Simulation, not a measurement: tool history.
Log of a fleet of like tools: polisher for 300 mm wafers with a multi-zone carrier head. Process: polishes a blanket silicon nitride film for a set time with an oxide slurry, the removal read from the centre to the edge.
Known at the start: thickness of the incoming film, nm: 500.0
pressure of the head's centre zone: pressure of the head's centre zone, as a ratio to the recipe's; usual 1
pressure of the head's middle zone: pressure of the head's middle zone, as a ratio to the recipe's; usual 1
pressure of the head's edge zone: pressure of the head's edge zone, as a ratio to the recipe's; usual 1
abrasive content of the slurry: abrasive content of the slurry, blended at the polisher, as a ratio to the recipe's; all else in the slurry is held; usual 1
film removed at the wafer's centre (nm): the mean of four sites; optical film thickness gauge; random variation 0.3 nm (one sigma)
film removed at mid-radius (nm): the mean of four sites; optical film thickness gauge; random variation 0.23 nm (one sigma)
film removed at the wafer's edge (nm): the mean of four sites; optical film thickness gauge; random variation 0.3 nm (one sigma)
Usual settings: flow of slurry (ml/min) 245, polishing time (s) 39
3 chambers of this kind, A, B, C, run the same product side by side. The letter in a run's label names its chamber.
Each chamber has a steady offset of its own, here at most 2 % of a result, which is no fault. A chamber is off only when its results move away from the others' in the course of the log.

| run | hour | flow of slurry (ml/min) | pressure of the head's centre zone | pressure of the head's middle zone | pressure of the head's edge zone | abrasive content of the slurry | polishing time (s) | film removed at the wafer's centre (nm) | film removed at mid-radius (nm) | film removed at the wafer's edge (nm) |
|---|---|---|---|---|---|---|---|---|---|---|
| 1A | 4.9 | 245 | 1 | 1 | 1 | 1 | 39 | 22.453 | 23.192 | 22.667 |
| 2C | 11.8 | 245 | 1 | 1 | 1 | 1 | 39 | 23.252 | 22.852 | 23.228 |
| 3B | 18 | 245 | 1 | 1 | 1 | 1 | 39 | 22.752 | 22.774 | 22.034 |
| 4C | 23.7 | 245 | 1 | 1 | 1 | 1 | 39 | 23.433 | 22.932 | 23.453 |
| 5B | 29.4 | 245 | 1 | 1.11 | 1 | 1 | 39 | 22.813 | 25.358 | 22.66 |
| 6A | 35.6 | 245 | 1 | 1.11 | 1 | 1 | 39 | 22.793 | 25.332 | 22.729 |
|  | 37.7 | chamber A: worn pad replaced by a new one |
| 7A | 41.9 | 245 | 1 | 1.11 | 1 | 1 | 39 | 23.141 | 25.241 | 22.664 |
| 8C | 47.6 | 245 | 1 | 1 | 1 | 1 | 39 | 23.423 | 22.487 | 23.619 |
|  | 48.9 | chamber C: worn pad replaced by a new one |
| 9B | 54.8 | 245 | 1 | 1 | 1 | 1 | 39 | 22.782 | 22.915 | 22.804 |
| 10B | 60.7 | 245 | 1 | 1 | 1 | 1 | 39 | 22.457 | 22.952 | 22.777 |
| 11C | 67.9 | 245 | 1 | 1 | 1 | 1 | 39 | 23.151 | 23.177 | 23.187 |
| 12A | 73 | 245 | 1 | 1 | 1 | 1 | 39 | 22.384 | 22.98 | 22.607 |
| 13C | 81.4 | 245 | 1 | 1 | 0.91 | 1 | 39 | 23.434 | 22.453 | 21.664 |
| 14A | 85.2 | 245 | 1 | 1 | 0.91 | 1 | 39 | 22.802 | 23.277 | 21.993 |
| 15B | 89.6 | 245 | 1 | 1 | 0.91 | 1 | 39 | 22.96 | 22.984 | 21.397 |
| 16C | 94.4 | 245 | 1 | 1 | 1 | 1 | 52 | 31.274 | 30.374 | 30.76 |
| 17B | 101.5 | 245 | 1 | 1 | 1 | 1 | 52 | 30.977 | 30.261 | 30.474 |
| 18A | 106.9 | 245 | 1 | 1 | 1 | 1 | 52 | 30.495 | 30.597 | 30.154 |
| 19C | 114.1 | 245 | 1 | 1 | 1 | 1 | 39 | 22.901 | 22.901 | 22.947 |
| 20B | 119.9 | 245 | 1 | 1 | 1 | 1 | 39 | 22.255 | 23.444 | 23.169 |
| 21A | 125.4 | 245 | 1 | 1 | 1 | 1 | 39 | 22.313 | 22.995 | 23.145 |
| 22B | 129.9 | 245 | 1 | 1 | 1 | 1 | 39 | 22.992 | 22.83 | 22.451 |
| 23C | 138.1 | 245 | 1 | 1 | 1 | 1 | 39 | 22.708 | 23.253 | 23.064 |
| 24A | 144.3 | 245 | 1 | 1 | 1 | 1 | 39 | 22.051 | 22.823 | 22.733 |
|  | 147.4 | chamber A: worn pad replaced by a new one |
| 25A | 148.6 | 200 | 1 | 1 | 0.94 | 1 | 39 | 22.13 | 22.548 | 21.965 |

What goes on in this fleet: one chamber off, a drifting gauge, or nothing beyond the chambers' own small offsets? Name the chamber and the cause, if any.

No chamber stands off beyond its own small offset, and the gauge holds steady.

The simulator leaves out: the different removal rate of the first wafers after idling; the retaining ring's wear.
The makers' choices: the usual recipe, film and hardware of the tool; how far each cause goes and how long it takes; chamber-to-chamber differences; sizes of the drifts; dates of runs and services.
